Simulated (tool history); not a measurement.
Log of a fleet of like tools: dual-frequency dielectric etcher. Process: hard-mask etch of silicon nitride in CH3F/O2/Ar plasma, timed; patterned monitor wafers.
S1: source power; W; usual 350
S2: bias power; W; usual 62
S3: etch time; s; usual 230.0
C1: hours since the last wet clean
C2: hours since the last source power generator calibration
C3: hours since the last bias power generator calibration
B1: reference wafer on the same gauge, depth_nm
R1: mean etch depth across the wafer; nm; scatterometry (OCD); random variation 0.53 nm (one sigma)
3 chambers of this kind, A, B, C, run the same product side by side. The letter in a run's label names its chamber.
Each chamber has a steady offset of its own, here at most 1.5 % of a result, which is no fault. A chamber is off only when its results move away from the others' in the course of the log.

Run 1C, hour 5.0: usual settings; C1 253.2; C2 1513.0; C3 2723.1; B1 154.07. Result: R1 145.69 nm.
Run 2B, hour 14.1: usual settings; C1 169.2; C2 948.2; C3 1829.8; B1 153.90. Result: R1 145.58 nm.
Run 3A, hour 19.1: usual settings; C1 97.6; C2 2199.6; C3 2685.0; B1 154.05. Result: R1 143.93 nm.
Run 4C, hour 25.2: usual settings; C1 273.4; C2 1533.2; C3 2743.3; B1 154.05. Result: R1 146.43 nm.
Run 5B, hour 34.5: usual settings; C1 189.6; C2 968.6; C3 1850.2; B1 154.16. Result: R1 146.02 nm.
Run 6A, hour 39.7: usual settings; C1 118.2; C2 2220.2; C3 2705.6; B1 154.01. Result: R1 144.14 nm.
Run 7B, hour 47.7: usual settings; C1 202.8; C2 981.8; C3 1863.4; B1 153.91. Result: R1 146.13 nm.
Run 8C, hour 56.2: usual settings; C1 304.4; C2 1564.2; C3 2774.3; B1 154.07. Result: R1 147.16 nm.
Run 9A, hour 66.2: usual settings; C1 144.7; C2 2246.7; C3 2732.1; B1 154.14. Result: R1 143.57 nm.
Run 10B, hour 74.5: usual settings; C1 229.6; C2 1008.6; C3 1890.2; B1 153.98. Result: R1 145.78 nm.
Run 11C, hour 80.3: usual settings but S1 280 W; C1 328.5; C2 1588.3; C3 2798.4; B1 153.96. Result: R1 134.11 nm.
Run 12A, hour 87.4: usual settings but S1 280 W; C1 165.9; C2 2267.9; C3 2753.3; B1 153.95. Result: R1 132.40 nm.
Run 13A, hour 95.0: usual settings but S1 280 W; C1 173.5; C2 2275.5; C3 2760.9; B1 153.95. Result: R1 132.29 nm.
Run 14B, hour 101.3: usual settings; C1 256.4; C2 1035.4; C3 1917.0; B1 154.08. Result: R1 146.34 nm.
Run 15C, hour 108.7: usual settings but S1 290 W, S3 255.5 s; C1 356.9; C2 1616.7; C3 2826.8; B1 154.07. Result: R1 151.38 nm.
Run 16B, hour 113.9: usual settings but S1 290 W, S3 255.5 s; C1 269.0; C2 1048.0; C3 1929.6; B1 153.97. Result: R1 149.26 nm.
Run 17A, hour 122.2: usual settings but S1 290 W, S3 255.5 s; C1 200.7; C2 2302.7; C3 2788.1; B1 154.08. Result: R1 149.64 nm.
Run 18C, hour 127.8: usual settings; C1 376.0; C2 1635.8; C3 2845.9; B1 154.05. Result: R1 146.93 nm.
Run 19A, hour 134.2: usual settings; C1 212.7; C2 2314.7; C3 2800.1; B1 154.11. Result: R1 143.81 nm.
Run 20C, hour 145.3: usual settings; C1 393.5; C2 1653.3; C3 2863.4; B1 153.95. Result: R1 147.08 nm.
Run 21B, hour 156.0: usual settings; C1 311.1; C2 1090.1; C3 1971.7; B1 153.89. Result: R1 143.25 nm.
Run 22C, hour 163.4: usual settings; C1 411.6; C2 1671.4; C3 2881.5; B1 154.06. Result: R1 146.37 nm.
Run 23A, hour 173.3: usual settings; C1 251.8; C2 2353.8; C3 2839.2; B1 153.99. Result: R1 143.91 nm.
Run 24B, hour 180.4: usual settings; C1 335.5; C2 1114.5; C3 1996.1; B1 154.06. Result: R1 143.64 nm.
Run 25A, hour 188.2: usual settings; C1 266.7; C2 2368.7; C3 2854.1; B1 153.99. Result: R1 144.43 nm.
At hour 196.6: chamber C: wet clean of the chamber.
Run 26C, hour 198.9: usual settings but S2 56 W, S3 207.0 s; C1 2.3; C2 1706.9; C3 2917.0; B1 153.88. Result: R1 126.70 nm.
Run 27B, hour 206.3: usual settings but S2 56 W, S3 207.0 s; C1 361.4; C2 1140.4; C3 2022.0; B1 154.03. Result: R1 123.87 nm.
Run 28B, hour 217.5: usual settings but S2 56 W, S3 207.0 s; C1 372.6; C2 1151.6; C3 2033.2; B1 154.00. Result: R1 124.34 nm.
Run 29C, hour 222.5: usual settings; C1 25.9; C2 1730.5; C3 2940.6; B1 154.02. Result: R1 145.89 nm.
At hour 229.0: chamber A: source power generator calibrated.
Run 30A, hour 232.2: usual settings; C1 310.7; C2 3.2; C3 2898.1; B1 153.95. Result: R1 143.88 nm.
Run 31B, hour 242.2: usual settings but S2 51 W; C1 397.3; C2 1176.3; C3 2057.9; B1 154.09. Result: R1 131.39 nm.
Run 32A, hour 249.5: usual settings but S2 51 W; C1 328.0; C2 20.5; C3 2915.4; B1 154.05. Result: R1 134.73 nm.
Run 33C, hour 260.2: usual settings but S2 51 W; C1 63.6; C2 1768.2; C3 2978.3; B1 154.20. Result: R1 137.08 nm.
Run 34A, hour 267.6: usual settings; C1 346.1; C2 38.6; C3 2933.5; B1 154.02. Result: R1 144.74 nm.
Run 35B, hour 272.8: usual settings; C1 427.9; C2 1206.9; C3 2088.5; B1 154.12. Result: R1 140.46 nm.
Run 36C, hour 281.7: usual settings; C1 85.1; C2 1789.7; C3 2999.8; B1 154.12. Result: R1 146.54 nm.
Run 37A, hour 286.8: usual settings; C1 365.3; C2 57.8; C3 2952.7; B1 154.03. Result: R1 143.12 nm.
Run 38B, hour 297.0: usual settings; C1 452.1; C2 1231.1; C3 2112.7; B1 154.09. Result: R1 139.79 nm.

Next, every chamber runs the same settings. What will each give?
Run 39A, hour 305.2: usual settings but S2 69 W. Result: R1 ?.
Run 39B, hour 305.2: usual settings but S2 69 W. Result: R1 ?.
Run 39C, hour 305.2: usual settings but S2 69 W. Result: R1 ?.

run      R1
39A  149.50
39B  143.97
39C  151.50

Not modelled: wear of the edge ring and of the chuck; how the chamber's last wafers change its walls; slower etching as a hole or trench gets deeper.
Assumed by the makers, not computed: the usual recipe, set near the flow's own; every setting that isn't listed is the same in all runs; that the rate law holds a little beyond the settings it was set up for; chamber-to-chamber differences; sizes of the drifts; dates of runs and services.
